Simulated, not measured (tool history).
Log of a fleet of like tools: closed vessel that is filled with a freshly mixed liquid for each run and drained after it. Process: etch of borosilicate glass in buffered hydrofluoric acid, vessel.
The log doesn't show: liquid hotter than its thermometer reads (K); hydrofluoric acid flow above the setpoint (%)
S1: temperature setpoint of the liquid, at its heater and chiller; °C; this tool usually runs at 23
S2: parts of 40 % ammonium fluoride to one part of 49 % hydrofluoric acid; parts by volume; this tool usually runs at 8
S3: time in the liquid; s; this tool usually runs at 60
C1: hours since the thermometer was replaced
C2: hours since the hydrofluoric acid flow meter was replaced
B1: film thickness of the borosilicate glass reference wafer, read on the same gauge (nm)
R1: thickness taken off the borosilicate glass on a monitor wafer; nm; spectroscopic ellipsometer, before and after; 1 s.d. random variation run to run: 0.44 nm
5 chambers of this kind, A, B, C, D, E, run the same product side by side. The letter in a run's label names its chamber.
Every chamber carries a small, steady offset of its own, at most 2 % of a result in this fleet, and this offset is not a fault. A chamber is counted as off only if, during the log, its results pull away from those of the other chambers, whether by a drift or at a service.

run 1A hour=11.4 | S1=23 S2=8 S3=60 | C1=670 C2=453.4 | B1=40.006 | R1=85.915
run 2B hour=19.1 | S1=23 S2=8 S3=60 | C1=87.4 C2=1039.7 | B1=40.001 | R1=86.319
run 3E hour=25.2 | S1=23 S2=8 S3=60 | C1=2788.2 C2=190 | B1=39.973 | R1=86.253
run 4C hour=38.5 | S1=23 S2=8 S3=60 | C1=433.3 C2=1102 | B1=39.974 | R1=87.494
run 5D hour=49.7 | S1=23 S2=8 S3=60 | C1=815.5 C2=237.6 | B1=39.963 | R1=87.246
run 6D hour=62 | S1=23 S2=8 S3=60 | C1=827.8 C2=249.9 | B1=40.004 | R1=87.7
run 7C hour=70.8 | S1=23 S2=8 S3=60 | C1=465.6 C2=1134.3 | B1=40.009 | R1=87.337
run 8B hour=79.3 | S1=23 S2=8 S3=60 | C1=147.6 C2=1099.9 | B1=40.019 | R1=85.125
run 9A hour=85.3 | S1=19 S2=8 S3=30 | C1=743.9 C2=527.3 | B1=40.011 | R1=35.102
-- hour=90.1 chamber A: hydrofluoric acid flow meter replaced
run 10E hour=94.8 | S1=19 S2=8 S3=30 | C1=2857.8 C2=259.6 | B1=39.989 | R1=34.218
run 11D hour=108.3 | S1=19 S2=8 S3=30 | C1=874.1 C2=296.2 | B1=39.997 | R1=35.393
run 12E hour=116.4 | S1=19 S2=8 S3=30 | C1=2879.4 C2=281.2 | B1=40.003 | R1=34.483
run 13B hour=128.2 | S1=19 S2=8 S3=30 | C1=196.5 C2=1148.8 | B1=40.006 | R1=34.535
run 14C hour=134.6 | S1=23 S2=8 S3=60 | C1=529.4 C2=1198.1 | B1=40.029 | R1=88.55
run 15A hour=141.5 | S1=23 S2=8 S3=60 | C1=800.1 C2=51.4 | B1=39.975 | R1=87.585
run 16D hour=149.8 | S1=23 S2=8 S3=60 | C1=915.6 C2=337.7 | B1=39.959 | R1=88.52
run 17B hour=155.8 | S1=23 S2=8 S3=60 | C1=224.1 C2=1176.4 | B1=40.01 | R1=86.408
run 18A hour=164 | S1=23 S2=8 S3=60 | C1=822.6 C2=73.9 | B1=40.02 | R1=87.898
run 19E hour=172.1 | S1=23 S2=8 S3=60 | C1=2935.1 C2=336.9 | B1=39.997 | R1=86.22
run 20C hour=179.8 | S1=23 S2=8 S3=60 | C1=574.6 C2=1243.3 | B1=40.017 | R1=86.953
run 21D hour=186.3 | S1=23 S2=8 S3=60 | C1=952.1 C2=374.2 | B1=39.964 | R1=86.884
run 22E hour=196.3 | S1=23 S2=8 S3=60 | C1=2959.3 C2=361.1 | B1=40.012 | R1=86.285
run 23A hour=206.8 | S1=23 S2=8 S3=60 | C1=865.4 C2=116.7 | B1=40.012 | R1=88.655
-- hour=208.8 chamber D: hydrofluoric acid flow meter replaced
run 24C hour=212.9 | S1=23 S2=8 S3=60 | C1=607.7 C2=1276.4 | B1=40.013 | R1=87.398
run 25B hour=221.6 | S1=23 S2=8 S3=60 | C1=289.9 C2=1242.2 | B1=40.006 | R1=85.781
run 26C hour=234.9 | S1=23 S2=8 S3=60 | C1=629.7 C2=1298.4 | B1=40.011 | R1=86.844
run 27D hour=243.9 | S1=25.5 S2=8 S3=70 | C1=1009.7 C2=35.2 | B1=40 | R1=116.07
run 28E hour=257.4 | S1=25.5 S2=8 S3=70 | C1=3020.4 C2=422.2 | B1=40.024 | R1=114.8
-- hour=261.4 chamber E: thermometer replaced
run 29B hour=265 | S1=25.5 S2=8 S3=70 | C1=333.3 C2=1285.6 | B1=39.976 | R1=116.28
run 30A hour=277.8 | S1=25.5 S2=8 S3=70 | C1=936.4 C2=187.7 | B1=39.993 | R1=118.83
run 31E hour=289.7 | S1=25.5 S2=8 S3=70 | C1=28.4 C2=454.5 | B1=40.018 | R1=115.27
run 32B hour=297.7 | S1=23 S2=8 S3=60 | C1=366 C2=1318.3 | B1=40.007 | R1=86.436
run 33D hour=305.7 | S1=23 S2=8 S3=60 | C1=1071.5 C2=97 | B1=40.013 | R1=86.693
run 34C hour=312.2 | S1=23 S2=8 S3=60 | C1=707 C2=1375.7 | B1=39.992 | R1=87.149
run 35A hour=325 | S1=23 S2=8 S3=60 | C1=983.6 C2=234.9 | B1=39.999 | R1=90.397
run 36C hour=332.6 | S1=23 S2=8 S3=60 | C1=727.4 C2=1396.1 | B1=40.022 | R1=87.334
-- hour=333.5 chamber E: hydrofluoric acid flow meter replaced
run 37E hour=343 | S1=23 S2=8 S3=35 | C1=81.7 C2=9.5 | B1=39.997 | R1=50.194
run 38B hour=351.8 | S1=23 S2=8 S3=35 | C1=420.1 C2=1372.4 | B1=40.026 | R1=49.795
run 39D hour=358.4 | S1=23 S2=8 S3=35 | C1=1124.2 C2=149.7 | B1=39.985 | R1=51.099
run 40A hour=366.2 | S1=23 S2=8 S3=35 | C1=1024.8 C2=276.1 | B1=40.01 | R1=52.855
run 41E hour=375.9 | S1=23 S2=8 S3=35 | C1=114.6 C2=42.4 | B1=40.013 | R1=50.195
run 42A hour=389.4 | S1=23 S2=8 S3=60 | C1=1048 C2=299.3 | B1=40.029 | R1=90.1
run 43C hour=402.3 | S1=23 S2=5.5 S3=85 | C1=797.1 C2=1465.8 | B1=39.976 | R1=180.29

Predict what each chamber gives when all 5 of them run the settings below next.
run 44A hour=412 | S1=26.5 S2=8 S3=60 | R1=?
run 44B hour=412 | S1=26.5 S2=8 S3=60 | R1=?
run 44C hour=412 | S1=26.5 S2=8 S3=60 | R1=?
run 44D hour=412 | S1=26.5 S2=8 S3=60 | R1=?
run 44E hour=412 | S1=26.5 S2=8 S3=60 | R1=?

run=44A R1=110.13
run=44B R1=103.6
run=44C R1=105.3
run=44D R1=104.11
run=44E R1=104
